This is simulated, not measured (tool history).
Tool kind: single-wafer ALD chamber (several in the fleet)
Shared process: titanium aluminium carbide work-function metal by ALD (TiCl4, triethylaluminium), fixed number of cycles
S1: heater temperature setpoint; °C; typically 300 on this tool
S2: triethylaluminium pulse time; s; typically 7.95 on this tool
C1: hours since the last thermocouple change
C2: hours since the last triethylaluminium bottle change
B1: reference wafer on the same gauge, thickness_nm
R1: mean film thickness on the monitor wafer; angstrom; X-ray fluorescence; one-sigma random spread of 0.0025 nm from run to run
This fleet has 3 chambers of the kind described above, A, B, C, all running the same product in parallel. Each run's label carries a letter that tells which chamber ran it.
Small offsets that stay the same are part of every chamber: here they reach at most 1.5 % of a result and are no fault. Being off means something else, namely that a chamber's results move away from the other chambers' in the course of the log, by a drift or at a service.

Run 1C, day 0.258: usual settings; C1 2255.6; C2 498; B1 1.6501. Result: R1 19.607 angstrom.
Run 2A, day 0.446: usual settings; C1 990; C2 751.6; B1 1.6505. Result: R1 19.274 angstrom.
Run 3B, day 0.65: usual settings; C1 1923.7; C2 507.7; B1 1.6507. Result: R1 19.391 angstrom.
Run 4B, day 0.858: usual settings; C1 1928.7; C2 512.7; B1 1.6514. Result: R1 19.399 angstrom.
Run 5C, day 1.025: usual settings; C1 2274; C2 516.4; B1 1.6508. Result: R1 19.656 angstrom.
Run 6A, day 1.25: usual settings; C1 1009.3; C2 770.9; B1 1.651. Result: R1 19.31 angstrom.
Run 7A, day 1.454: usual settings but S1 289 °C, S2 10.77 s; C1 1014.2; C2 775.8; B1 1.6518. Result: R1 19.191 angstrom.
Run 8B, day 1.6: usual settings but S1 289 °C, S2 10.77 s; C1 1946.5; C2 530.5; B1 1.6518. Result: R1 19.272 angstrom.
Run 9C, day 1.8: usual settings but S1 289 °C, S2 10.77 s; C1 2292.6; C2 535; B1 1.6515. Result: R1 19.511 angstrom.
Run 10C, day 2.083: usual settings; C1 2299.4; C2 541.8; B1 1.6522. Result: R1 19.665 angstrom.
Run 11A, day 2.258: usual settings; C1 1033.5; C2 795.1; B1 1.6527. Result: R1 19.35 angstrom.
Run 12B, day 2.412: usual settings but S1 311 °C; C1 1966; C2 550; B1 1.6526. Result: R1 20.299 angstrom.
Run 13A, day 2.588: usual settings but S1 311 °C; C1 1041.4; C2 803; B1 1.6531. Result: R1 20.268 angstrom.
At day 2.821: chamber C: thermocouple changed; heater temperature recalibrated.
Run 14C, day 2.854: usual settings but S1 311 °C; C1 0.9; C2 560.3; B1 1.6529. Result: R1 20.586 angstrom.
Run 15B, day 2.988: usual settings; C1 1979.8; C2 563.8; B1 1.6531. Result: R1 19.405 angstrom.
Run 16A, day 3.246: usual settings; C1 1057.2; C2 818.8; B1 1.6532. Result: R1 19.305 angstrom.
Run 17B, day 3.383: usual settings but S1 288 °C; C1 1989.3; C2 573.3; B1 1.6542. Result: R1 18.438 angstrom.
Run 18C, day 3.608: usual settings but S1 288 °C; C1 19; C2 578.4; B1 1.6538. Result: R1 18.637 angstrom.
Run 19B, day 3.825: usual settings but S1 288 °C; C1 1999.9; C2 583.9; B1 1.6546. Result: R1 18.415 angstrom.
Run 20A, day 4.05: usual settings; C1 1076.5; C2 838.1; B1 1.6549. Result: R1 19.337 angstrom.
Run 21C, day 4.292: usual settings; C1 35.4; C2 594.8; B1 1.6552. Result: R1 19.684 angstrom.
Run 22C, day 4.533: usual settings; C1 41.2; C2 600.6; B1 1.6553. Result: R1 19.638 angstrom.
Run 23B, day 4.7: usual settings; C1 2020.9; C2 604.9; B1 1.6555. Result: R1 19.449 angstrom.
Run 24A, day 4.958: usual settings; C1 1098.3; C2 859.9; B1 1.6549. Result: R1 19.377 angstrom.
Run 25A, day 5.217: usual settings but S1 305 °C; C1 1104.5; C2 866.1; B1 1.6557. Result: R1 19.839 angstrom.
Run 26C, day 5.446: usual settings but S1 305 °C; C1 63.1; C2 622.5; B1 1.6564. Result: R1 20.103 angstrom.
Run 27B, day 5.617: usual settings but S1 305 °C; C1 2042.9; C2 626.9; B1 1.6564. Result: R1 19.866 angstrom.
Run 28B, day 5.779: usual settings; C1 2046.8; C2 630.8; B1 1.6566. Result: R1 19.475 angstrom.
Run 29C, day 5.925: usual settings; C1 74.6; C2 634; B1 1.6566. Result: R1 19.653 angstrom.
Run 30A, day 6.204: usual settings but S1 307 °C, S2 9.28 s; C1 1128.2; C2 889.8; B1 1.6573. Result: R1 20.447 angstrom.
Run 31C, day 6.467: usual settings but S1 307 °C, S2 9.28 s; C1 87.6; C2 647; B1 1.6576. Result: R1 20.794 angstrom.
Run 32B, day 6.754: usual settings but S1 307 °C, S2 9.28 s; C1 2070.2; C2 654.2; B1 1.658. Result: R1 20.58 angstrom.
Run 33A, day 7: usual settings; C1 1147.3; C2 908.9; B1 1.6578. Result: R1 19.369 angstrom.
Run 34A, day 7.2: usual settings; C1 1152.1; C2 913.7; B1 1.6585. Result: R1 19.364 angstrom.
Run 35B, day 7.371: usual settings; C1 2085; C2 669; B1 1.658. Result: R1 19.492 angstrom.

The same settings go to every chamber for the next run, one line per chamber below. Forecast the results for each:
Run 36A, day 7.579: usual settings but S2 5.29 s. Result: R1 ?.
Run 36B, day 7.579: usual settings but S2 5.29 s. Result: R1 ?.
Run 36C, day 7.579: usual settings but S2 5.29 s. Result: R1 ?.

run      R1
36A  17.408
36B  17.442
36C  17.694
